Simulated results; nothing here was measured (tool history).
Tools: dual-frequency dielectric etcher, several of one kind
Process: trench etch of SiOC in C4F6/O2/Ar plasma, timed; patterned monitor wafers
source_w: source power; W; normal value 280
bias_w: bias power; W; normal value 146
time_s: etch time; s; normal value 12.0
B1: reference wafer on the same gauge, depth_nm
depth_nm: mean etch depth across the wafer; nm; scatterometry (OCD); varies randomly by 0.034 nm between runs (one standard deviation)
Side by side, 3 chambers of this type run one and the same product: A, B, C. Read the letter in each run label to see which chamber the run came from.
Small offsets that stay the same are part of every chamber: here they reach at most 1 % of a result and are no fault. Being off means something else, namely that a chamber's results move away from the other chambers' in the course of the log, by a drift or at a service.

Run 1A, hour 6.9: usual settings; B1 16.803. Result: depth_nm 20.222 nm.
Run 2B, hour 16.1: usual settings; B1 16.805. Result: depth_nm 20.192 nm.
Run 3C, hour 25.6: usual settings; B1 16.814. Result: depth_nm 20.319 nm.
Run 4A, hour 34.6: usual settings; B1 16.808. Result: depth_nm 20.234 nm.
Run 5C, hour 41.7: usual settings; B1 16.819. Result: depth_nm 20.296 nm.
Run 6B, hour 49.7: usual settings; B1 16.824. Result: depth_nm 20.199 nm.
Run 7B, hour 56.2: usual settings; B1 16.823. Result: depth_nm 20.235 nm.
Run 8A, hour 64.4: usual settings; B1 16.828. Result: depth_nm 20.177 nm.
Run 9C, hour 71.6: usual settings; B1 16.827. Result: depth_nm 20.328 nm.
Run 10C, hour 78.0: usual settings; B1 16.829. Result: depth_nm 20.375 nm.
At hour 81.9: chamber B: wet clean of the chamber.
Run 11A, hour 83.9: usual settings but source_w 330 W, time_s 10.5 s; B1 16.836. Result: depth_nm 18.851 nm.
Run 12B, hour 90.8: usual settings but source_w 330 W, time_s 10.5 s; B1 16.838. Result: depth_nm 18.872 nm.
Run 13B, hour 98.3: usual settings but source_w 330 W, time_s 10.5 s; B1 16.841. Result: depth_nm 18.887 nm.
Run 14C, hour 104.1: usual settings; B1 16.840. Result: depth_nm 20.377 nm.
Run 15A, hour 113.6: usual settings; B1 16.848. Result: depth_nm 20.187 nm.
Run 16C, hour 120.8: usual settings but time_s 10.5 s; B1 16.850. Result: depth_nm 17.834 nm.
Run 17A, hour 127.9: usual settings but time_s 10.5 s; B1 16.848. Result: depth_nm 17.728 nm.
Run 18B, hour 136.2: usual settings but time_s 10.5 s; B1 16.855. Result: depth_nm 17.717 nm.
Run 19C, hour 143.9: usual settings; B1 16.851. Result: depth_nm 20.411 nm.
Run 20B, hour 151.7: usual settings; B1 16.852. Result: depth_nm 20.263 nm.
Run 21A, hour 159.3: usual settings but time_s 14.0 s; B1 16.855. Result: depth_nm 23.641 nm.
Run 22B, hour 168.4: usual settings but time_s 14.0 s; B1 16.862. Result: depth_nm 23.658 nm.
Run 23C, hour 176.0: usual settings but time_s 14.0 s; B1 16.862. Result: depth_nm 23.789 nm.
Run 24A, hour 182.7: usual settings but source_w 320 W; B1 16.868. Result: depth_nm 21.324 nm.
Run 25B, hour 190.0: usual settings but source_w 320 W; B1 16.868. Result: depth_nm 21.393 nm.
Run 26C, hour 195.1: usual settings but source_w 320 W; B1 16.875. Result: depth_nm 21.566 nm.
At hour 197.8: chamber A: bias power generator calibrated.
Run 27A, hour 201.2: usual settings; B1 16.875. Result: depth_nm 20.212 nm.
Run 28C, hour 207.2: usual settings but source_w 220 W, bias_w 118 W; B1 16.875. Result: depth_nm 17.431 nm.
Run 29A, hour 214.0: usual settings but source_w 220 W, bias_w 118 W; B1 16.881. Result: depth_nm 17.328 nm.
Run 30B, hour 220.3: usual settings but source_w 220 W, bias_w 118 W; B1 16.884. Result: depth_nm 17.194 nm.
Run 31C, hour 227.7: usual settings; B1 16.890. Result: depth_nm 20.398 nm.
Run 32A, hour 234.9: usual settings; B1 16.881. Result: depth_nm 20.262 nm.
Run 33B, hour 243.0: usual settings; B1 16.897. Result: depth_nm 20.285 nm.
Run 34A, hour 251.3: usual settings; B1 16.894. Result: depth_nm 20.304 nm.
At hour 257.6: chamber C: wet clean of the chamber.
Run 35C, hour 261.1: usual settings; B1 16.906. Result: depth_nm 20.520 nm.
Run 36B, hour 267.3: usual settings; B1 16.902. Result: depth_nm 20.295 nm.
Run 37A, hour 272.8: usual settings; B1 16.908. Result: depth_nm 20.336 nm.
Run 38B, hour 280.1: usual settings; B1 16.906. Result: depth_nm 20.338 nm.
At hour 286.5: chamber A: wet clean of the chamber.
Run 39C, hour 290.1: usual settings; B1 16.909. Result: depth_nm 20.546 nm.
Run 40A, hour 298.1: usual settings; B1 16.909. Result: depth_nm 20.298 nm.

All chambers now run identical settings, listed one chamber a line with results as question marks. What results will each chamber show?
Run 41A, hour 305.4: usual settings but source_w 310 W. Result: depth_nm ?.
Run 41B, hour 305.4: usual settings but source_w 310 W. Result: depth_nm ?.
Run 41C, hour 305.4: usual settings but source_w 310 W. Result: depth_nm ?.

run  depth_nm
41A    21.096
41B    21.077
41C    21.272

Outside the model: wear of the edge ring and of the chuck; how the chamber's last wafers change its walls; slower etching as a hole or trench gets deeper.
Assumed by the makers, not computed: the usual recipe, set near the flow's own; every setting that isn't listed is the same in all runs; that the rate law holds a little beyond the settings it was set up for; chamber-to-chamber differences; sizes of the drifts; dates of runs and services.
